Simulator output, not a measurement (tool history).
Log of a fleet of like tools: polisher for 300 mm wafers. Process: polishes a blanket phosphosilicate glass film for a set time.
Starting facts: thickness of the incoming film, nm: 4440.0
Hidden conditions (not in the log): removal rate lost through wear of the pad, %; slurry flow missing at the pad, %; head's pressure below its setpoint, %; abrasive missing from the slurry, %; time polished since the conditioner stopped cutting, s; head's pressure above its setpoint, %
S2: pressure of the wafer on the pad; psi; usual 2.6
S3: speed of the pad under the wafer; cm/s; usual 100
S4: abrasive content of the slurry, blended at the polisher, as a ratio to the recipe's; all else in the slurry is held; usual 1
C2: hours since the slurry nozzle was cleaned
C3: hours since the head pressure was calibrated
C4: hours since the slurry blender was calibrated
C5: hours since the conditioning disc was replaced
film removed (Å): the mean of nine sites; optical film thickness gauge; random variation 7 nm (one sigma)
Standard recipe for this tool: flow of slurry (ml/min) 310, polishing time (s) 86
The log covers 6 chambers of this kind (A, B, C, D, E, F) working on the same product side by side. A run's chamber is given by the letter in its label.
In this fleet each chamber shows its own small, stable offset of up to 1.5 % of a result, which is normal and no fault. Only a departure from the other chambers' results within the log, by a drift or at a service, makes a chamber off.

At day 0.075: chamber F: slurry nozzle cleaned.
At day 0.179: chamber D: worn pad replaced by a new one.
Run 1B, day 0.246: usual settings; wafers polished on this pad 430; C2 87; C3 139.9; C4 50; C5 39.1. Result: film removed (Å) 6869.6.
At day 0.304: chamber C: slurry blender recalibrated.
Run 2D, day 0.404: usual settings; wafers polished on this pad 56; C2 298.1; C3 953.2; C4 32.2; C5 159.4. Result: film removed (Å) 6658.2.
At day 0.629: chamber C: slurry nozzle cleaned.
Run 3E, day 0.683: usual settings; wafers polished on this pad 879; C2 465.2; C3 712.1; C4 235.6; C5 66.8. Result: film removed (Å) 6781.1.
At day 0.888: chamber F: worn pad replaced by a new one.
At day 0.908: chamber D: head pressure recalibrated.
Run 4C, day 0.908: usual settings; wafers polished on this pad 750; C2 6.8; C3 95.5; C4 14.5; C5 213.2. Result: film removed (Å) 6815.9.
Run 5A, day 1.096: usual settings; wafers polished on this pad 392; C2 228.7; C3 401.4; C4 158.6; C5 288.8. Result: film removed (Å) 6705.7.
Run 6F, day 1.288: usual settings; wafers polished on this pad 100; C2 29.1; C3 267.6; C4 238; C5 67.6. Result: film removed (Å) 6877.4.
Run 7A, day 1.454: usual settings; wafers polished on this pad 482; C2 237.3; C3 410; C4 167.2; C5 297.4. Result: film removed (Å) 6706.1.
Run 8C, day 1.579: usual settings; wafers polished on this pad 917; C2 22.9; C3 111.6; C4 30.6; C5 229.3. Result: film removed (Å) 6790.7.
At day 1.612: chamber F: slurry blender recalibrated.
Run 9D, day 1.817: usual settings but polishing time (s) 114; wafers polished on this pad 409; C2 332; C3 21.8; C4 66.1; C5 193.3. Result: film removed (Å) 8779.6.
At day 1.825: chamber A: conditioning disc replaced and pad reconditioned.
At day 1.904: chamber D: conditioning disc replaced and pad reconditioned.
At day 2.042: chamber E: worn pad replaced by a new one.
Run 10F, day 2.054: usual settings but polishing time (s) 114; wafers polished on this pad 291; C2 47.5; C3 286; C4 10.6; C5 86. Result: film removed (Å) 9131.2.
At day 2.208: chamber C: worn pad replaced by a new one.
Run 11B, day 2.229: usual settings but polishing time (s) 114; wafers polished on this pad 925; C2 134.6; C3 187.5; C4 97.6; C5 86.7. Result: film removed (Å) 8888.5.
At day 2.35: chamber A: worn pad replaced by a new one.
Run 12E, day 2.512: usual settings but polishing time (s) 114; wafers polished on this pad 118; C2 509.1; C3 756; C4 279.5; C5 110.7. Result: film removed (Å) 8937.8.
At day 2.717: chamber F: worn pad replaced by a new one.
Run 13E, day 2.742: usual settings but polishing time (s) 114; wafers polished on this pad 175; C2 514.6; C3 761.5; C4 285; C5 116.2. Result: film removed (Å) 8824.8.
Run 14A, day 3.033: usual settings but polishing time (s) 114; wafers polished on this pad 170; C2 275.2; C3 447.9; C4 205.1; C5 29. Result: film removed (Å) 8906.4.
At day 3.079: chamber B: slurry blender recalibrated.
Run 15D, day 3.308: usual settings; wafers polished on this pad 781; C2 367.8; C3 57.6; C4 101.9; C5 33.7. Result: film removed (Å) 6712.1.
Run 16F, day 3.6: usual settings but flow of slurry (ml/min) 270, S3 76 cm/s; wafers polished on this pad 220; C2 84.6; C3 323.1; C4 47.7; C5 123.1. Result: film removed (Å) 5369.6.
Run 17C, day 3.829: usual settings but flow of slurry (ml/min) 270, S3 76 cm/s; wafers polished on this pad 404; C2 76.9; C3 165.6; C4 84.6; C5 283.3. Result: film removed (Å) 5399.3.
At day 3.896: chamber B: conditioning disc replaced and pad reconditioned.
Run 18B, day 4.058: usual settings but flow of slurry (ml/min) 270, S3 76 cm/s; wafers polished on this pad 1382; C2 178.5; C3 231.4; C4 23.5; C5 3.9. Result: film removed (Å) 5233.8.
Run 19A, day 4.188: usual settings but flow of slurry (ml/min) 270, S3 76 cm/s; wafers polished on this pad 458; C2 302.9; C3 475.6; C4 232.8; C5 56.7. Result: film removed (Å) 5394.3.
At day 4.208: chamber D: worn pad replaced by a new one.
Run 20D, day 4.325: usual settings but flow of slurry (ml/min) 270, S3 76 cm/s; wafers polished on this pad 30; C2 392.2; C3 82; C4 126.3; C5 58.1. Result: film removed (Å) 5384.1.
Run 21B, day 4.475: usual settings but flow of slurry (ml/min) 270, S3 76 cm/s; wafers polished on this pad 1486; C2 188.5; C3 241.4; C4 33.5; C5 13.9. Result: film removed (Å) 5139.4.
Run 22C, day 4.667: usual settings; wafers polished on this pad 614; C2 97; C3 185.7; C4 104.7; C5 303.4. Result: film removed (Å) 6634.6.
At day 4.896: chamber F: worn pad replaced by a new one.
Run 23E, day 4.933: usual settings but polishing time (s) 74; wafers polished on this pad 722; C2 567.2; C3 814.1; C4 337.6; C5 168.8. Result: film removed (Å) 5883.4.
Run 24F, day 5.121: usual settings but polishing time (s) 74; wafers polished on this pad 56; C2 121.1; C3 359.6; C4 84.2; C5 159.6. Result: film removed (Å) 5792.4.
At day 5.158: chamber A: worn pad replaced by a new one.
Run 25B, day 5.283: usual settings but polishing time (s) 74; wafers polished on this pad 1688; C2 207.9; C3 260.8; C4 52.9; C5 33.3. Result: film removed (Å) 5561.3.
Run 26F, day 5.517: usual settings but polishing time (s) 74; wafers polished on this pad 155; C2 130.6; C3 369.1; C4 93.7; C5 169.1. Result: film removed (Å) 5986.6.
At day 5.6: chamber D: slurry nozzle cleaned.
Run 27C, day 5.792: usual settings but polishing time (s) 74; wafers polished on this pad 895; C2 124; C3 212.7; C4 131.7; C5 330.4. Result: film removed (Å) 5772.7.
Run 28E, day 6.088: usual settings but polishing time (s) 74; wafers polished on this pad 1011; C2 594.9; C3 841.8; C4 365.3; C5 196.5. Result: film removed (Å) 5953.4.
Run 29D, day 6.304: usual settings; wafers polished on this pad 524; C2 17; C3 129.5; C4 173.8; C5 105.6. Result: film removed (Å) 6839.7.
At day 6.45: chamber C: worn pad replaced by a new one.
Run 30A, day 6.55: usual settings; wafers polished on this pad 347; C2 359.6; C3 532.3; C4 289.5; C5 113.4. Result: film removed (Å) 6699.2.
At day 6.792: chamber E: worn pad replaced by a new one.
Run 31E, day 6.833: usual settings; wafers polished on this pad 11; C2 612.8; C3 859.7; C4 383.2; C5 214.4. Result: film removed (Å) 6725.8.
At day 6.896: chamber F: worn pad replaced by a new one.
At day 6.958: chamber E: conditioning disc replaced and pad reconditioned.
Run 32B, day 7.125: usual settings; wafers polished on this pad 2148; C2 252.1; C3 305; C4 97.1; C5 77.5. Result: film removed (Å) 6325.1.
At day 7.129: chamber F: conditioning disc replaced and pad reconditioned.
At day 7.246: chamber D: slurry blender recalibrated.
At day 7.279: chamber A: slurry blender recalibrated.
Run 33C, day 7.283: usual settings; wafers polished on this pad 208; C2 159.8; C3 248.5; C4 167.5; C5 366.2. Result: film removed (Å) 6737.7.
Run 34F, day 7.554: usual settings; wafers polished on this pad 165; C2 179.5; C3 418; C4 142.6; C5 10.3. Result: film removed (Å) 6694.3.
At day 7.629: chamber D: worn pad replaced by a new one.
Run 35A, day 7.708: usual settings; wafers polished on this pad 636; C2 387.4; C3 560.1; C4 10.3; C5 141.2. Result: film removed (Å) 6692.8.
At day 7.733: chamber A: worn pad replaced by a new one.
Run 36D, day 7.858: usual settings but S4 1.2; wafers polished on this pad 58; C2 54.3; C3 166.8; C4 14.8; C5 142.9. Result: film removed (Å) 7314.8.
At day 8.033: chamber B: slurry nozzle cleaned.
Run 37C, day 8.121: usual settings but S4 1.2; wafers polished on this pad 417; C2 179.9; C3 268.6; C4 187.6; C5 386.3. Result: film removed (Å) 7344.9.
At day 8.246: chamber B: conditioning disc replaced and pad reconditioned.
Run 38D, day 8.321: usual settings but S4 1.2; wafers polished on this pad 173; C2 65.4; C3 177.9; C4 25.9; C5 154. Result: film removed (Å) 7217.9.
At day 8.492: chamber B: slurry blender recalibrated.
Run 39E, day 8.579: usual settings but S4 1.2; wafers polished on this pad 447; C2 654.7; C3 901.6; C4 425.1; C5 39. Result: film removed (Å) 7399.4.
Run 40A, day 8.762: usual settings but S4 1.2; wafers polished on this pad 257; C2 412.7; C3 585.4; C4 35.6; C5 166.5. Result: film removed (Å) 7192.3.
Run 41B, day 8.946: usual settings but S4 1.2; wafers polished on this pad 2603; C2 21.9; C3 348.7; C4 11; C5 16.9. Result: film removed (Å) 6686.3.

Predict what each chamber gives when all 6 of them run the settings below next.
Run 42A, day 9.158: usual settings but S2 2 psi. Result: film removed (Å) ?.
Run 42B, day 9.158: usual settings but S2 2 psi. Result: film removed (Å) ?.
Run 42C, day 9.158: usual settings but S2 2 psi. Result: film removed (Å) ?.
Run 42D, day 9.158: usual settings but S2 2 psi. Result: film removed (Å) ?.
Run 42E, day 9.158: usual settings but S2 2 psi. Result: film removed (Å) ?.
Run 42F, day 9.158: usual settings but S2 2 psi. Result: film removed (Å) ?.

run  film removed (Å)
42A            5146.4
42B            4826.4
42C            5141.7
42D            5101.6
42E            5242.9
42F            5236.4
